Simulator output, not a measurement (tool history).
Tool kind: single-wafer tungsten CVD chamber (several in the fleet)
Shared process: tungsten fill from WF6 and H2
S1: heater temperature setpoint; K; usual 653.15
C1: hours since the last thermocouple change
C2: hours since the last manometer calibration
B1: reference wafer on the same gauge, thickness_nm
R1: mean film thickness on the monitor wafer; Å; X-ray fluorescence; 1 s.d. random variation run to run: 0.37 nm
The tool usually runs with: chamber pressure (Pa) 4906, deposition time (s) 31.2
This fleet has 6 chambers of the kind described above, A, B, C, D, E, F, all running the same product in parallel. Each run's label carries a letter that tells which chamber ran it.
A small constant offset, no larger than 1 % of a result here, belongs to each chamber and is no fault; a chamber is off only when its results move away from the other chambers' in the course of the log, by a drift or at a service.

run 1F hour=3.9 | S1=653.15 chamber_pressure_(Pa)=4906 deposition_time_(s)=31.2 | C1=652.5 C2=132.4 | B1=58.507 | R1=683.20
-- hour=5.0 chamber D: thermocouple changed; heater temperature recalibrated
run 2C hour=10.0 | S1=653.15 chamber_pressure_(Pa)=4906 deposition_time_(s)=31.2 | C1=643.0 C2=1219.8 | B1=58.478 | R1=686.45
run 3A hour=14.5 | S1=653.15 chamber_pressure_(Pa)=4906 deposition_time_(s)=31.2 | C1=136.0 C2=147.3 | B1=58.501 | R1=671.60
run 4E hour=18.9 | S1=653.15 chamber_pressure_(Pa)=4906 deposition_time_(s)=31.2 | C1=223.7 C2=1672.5 | B1=58.452 | R1=683.03
run 5D hour=22.6 | S1=653.15 chamber_pressure_(Pa)=4906 deposition_time_(s)=31.2 | C1=17.7 C2=331.8 | B1=58.530 | R1=673.96
run 6B hour=29.6 | S1=653.15 chamber_pressure_(Pa)=4906 deposition_time_(s)=31.2 | C1=519.7 C2=142.2 | B1=58.526 | R1=679.23
run 7C hour=34.8 | S1=653.15 chamber_pressure_(Pa)=4906 deposition_time_(s)=31.2 | C1=667.8 C2=1244.6 | B1=58.479 | R1=693.98
run 8E hour=38.6 | S1=653.15 chamber_pressure_(Pa)=4906 deposition_time_(s)=31.2 | C1=243.4 C2=1692.2 | B1=58.526 | R1=681.19
run 9D hour=43.0 | S1=653.15 chamber_pressure_(Pa)=4906 deposition_time_(s)=31.2 | C1=38.1 C2=352.2 | B1=58.569 | R1=671.74
run 10F hour=50.1 | S1=653.15 chamber_pressure_(Pa)=4906 deposition_time_(s)=31.2 | C1=698.7 C2=178.6 | B1=58.541 | R1=683.57
run 11B hour=53.8 | S1=653.15 chamber_pressure_(Pa)=5373 deposition_time_(s)=31.2 | C1=543.9 C2=166.4 | B1=58.548 | R1=703.78
run 12A hour=59.4 | S1=653.15 chamber_pressure_(Pa)=5373 deposition_time_(s)=31.2 | C1=180.9 C2=192.2 | B1=58.471 | R1=712.92
run 13E hour=67.0 | S1=653.15 chamber_pressure_(Pa)=5373 deposition_time_(s)=31.2 | C1=271.8 C2=1720.6 | B1=58.483 | R1=710.84
run 14A hour=71.0 | S1=653.15 chamber_pressure_(Pa)=5373 deposition_time_(s)=31.2 | C1=192.5 C2=203.8 | B1=58.527 | R1=704.65
run 15D hour=77.8 | S1=653.15 chamber_pressure_(Pa)=5373 deposition_time_(s)=31.2 | C1=72.9 C2=387.0 | B1=58.536 | R1=697.88
run 16B hour=82.1 | S1=653.15 chamber_pressure_(Pa)=5373 deposition_time_(s)=31.2 | C1=572.2 C2=194.7 | B1=58.497 | R1=708.42
run 17C hour=89.1 | S1=653.15 chamber_pressure_(Pa)=4906 deposition_time_(s)=31.2 | C1=722.1 C2=1298.9 | B1=58.569 | R1=688.98
run 18F hour=94.4 | S1=653.15 chamber_pressure_(Pa)=4906 deposition_time_(s)=31.2 | C1=743.0 C2=222.9 | B1=58.521 | R1=687.14
run 19C hour=98.8 | S1=640.15 chamber_pressure_(Pa)=4906 deposition_time_(s)=33.2 | C1=731.8 C2=1308.6 | B1=58.472 | R1=556.60
run 20E hour=105.5 | S1=640.15 chamber_pressure_(Pa)=4906 deposition_time_(s)=33.2 | C1=310.3 C2=1759.1 | B1=58.530 | R1=556.28
run 21B hour=111.4 | S1=640.15 chamber_pressure_(Pa)=4906 deposition_time_(s)=33.2 | C1=601.5 C2=224.0 | B1=58.524 | R1=547.32
run 22F hour=118.2 | S1=640.15 chamber_pressure_(Pa)=4906 deposition_time_(s)=33.2 | C1=766.8 C2=246.7 | B1=58.537 | R1=563.63
run 23A hour=125.4 | S1=640.15 chamber_pressure_(Pa)=4906 deposition_time_(s)=33.2 | C1=246.9 C2=258.2 | B1=58.424 | R1=545.61
run 24D hour=132.7 | S1=640.15 chamber_pressure_(Pa)=4906 deposition_time_(s)=33.2 | C1=127.8 C2=441.9 | B1=58.448 | R1=543.61
run 25F hour=139.5 | S1=653.15 chamber_pressure_(Pa)=4906 deposition_time_(s)=31.2 | C1=788.1 C2=268.0 | B1=58.490 | R1=704.58
run 26A hour=146.0 | S1=653.15 chamber_pressure_(Pa)=4906 deposition_time_(s)=31.2 | C1=267.5 C2=278.8 | B1=58.550 | R1=675.71
run 27D hour=153.5 | S1=653.15 chamber_pressure_(Pa)=4906 deposition_time_(s)=31.2 | C1=148.6 C2=462.7 | B1=58.474 | R1=676.82
run 28C hour=158.9 | S1=653.15 chamber_pressure_(Pa)=4906 deposition_time_(s)=31.2 | C1=791.9 C2=1368.7 | B1=58.404 | R1=683.92
run 29B hour=162.7 | S1=653.15 chamber_pressure_(Pa)=4906 deposition_time_(s)=31.2 | C1=652.8 C2=275.3 | B1=58.503 | R1=681.28
run 30E hour=169.7 | S1=653.15 chamber_pressure_(Pa)=4906 deposition_time_(s)=31.2 | C1=374.5 C2=1823.3 | B1=58.485 | R1=684.63
run 31E hour=177.0 | S1=653.15 chamber_pressure_(Pa)=4906 deposition_time_(s)=31.2 | C1=381.8 C2=1830.6 | B1=58.525 | R1=687.64
run 32F hour=182.2 | S1=653.15 chamber_pressure_(Pa)=5786 deposition_time_(s)=36.7 | C1=830.8 C2=310.7 | B1=58.487 | R1=909.39
run 33A hour=189.9 | S1=653.15 chamber_pressure_(Pa)=5786 deposition_time_(s)=36.7 | C1=311.4 C2=322.7 | B1=58.570 | R1=857.78
run 34B hour=195.0 | S1=653.15 chamber_pressure_(Pa)=5786 deposition_time_(s)=36.7 | C1=685.1 C2=307.6 | B1=58.541 | R1=866.18
run 35C hour=202.7 | S1=653.15 chamber_pressure_(Pa)=5786 deposition_time_(s)=36.7 | C1=835.7 C2=1412.5 | B1=58.448 | R1=878.32
run 36D hour=209.3 | S1=653.15 chamber_pressure_(Pa)=5786 deposition_time_(s)=36.7 | C1=204.4 C2=518.5 | B1=58.532 | R1=859.45
run 37A hour=214.9 | S1=653.15 chamber_pressure_(Pa)=5786 deposition_time_(s)=36.7 | C1=336.4 C2=347.7 | B1=58.521 | R1=867.80
run 38F hour=219.6 | S1=653.15 chamber_pressure_(Pa)=4906 deposition_time_(s)=31.2 | C1=868.2 C2=348.1 | B1=58.509 | R1=734.29

Read the log: is a single chamber off, either drifting away or since a service, is the gauge that measures every chamber drifting, or is nothing wrong beyond small per-chamber offsets? Name any odd chamber and what most likely caused it.

Little by little, chamber F moves away from the other chambers.
Likeliest cause: wafer temperature above the value expected at the setpoint (K) = 3.32.

Here are 4 candidates for chamber F's next run, each the usual settings with a change, their results left as question marks. Which one brings its results back in line with what the others give on the usual settings?
In-line tolerance around the mean of the other chambers on the usual settings: R1 13.00 Å
run 39F-1 hour=225.2 | S1=653.15 chamber_pressure_(Pa)=4906 deposition_time_(s)=30.1 | R1=?
run 39F-2 hour=225.2 | S1=653.15 chamber_pressure_(Pa)=4706 deposition_time_(s)=29.5 | R1=?
run 39F-3 hour=225.2 | S1=654.15 chamber_pressure_(Pa)=4946 deposition_time_(s)=31.5 | R1=?
run 39F-4 hour=225.2 | S1=655.15 chamber_pressure_(Pa)=4973 deposition_time_(s)=31.8 | R1=?

The mean the other chambers reach with the usual settings: R1 680.23 Å
run=39F-1 R1=703.92
run=39F-2 R1=676.10
run=39F-3 R1=754.78
run=39F-4 R1=779.52
The right change is 39F-2: it brings the chamber back within the allowed miss of the others.

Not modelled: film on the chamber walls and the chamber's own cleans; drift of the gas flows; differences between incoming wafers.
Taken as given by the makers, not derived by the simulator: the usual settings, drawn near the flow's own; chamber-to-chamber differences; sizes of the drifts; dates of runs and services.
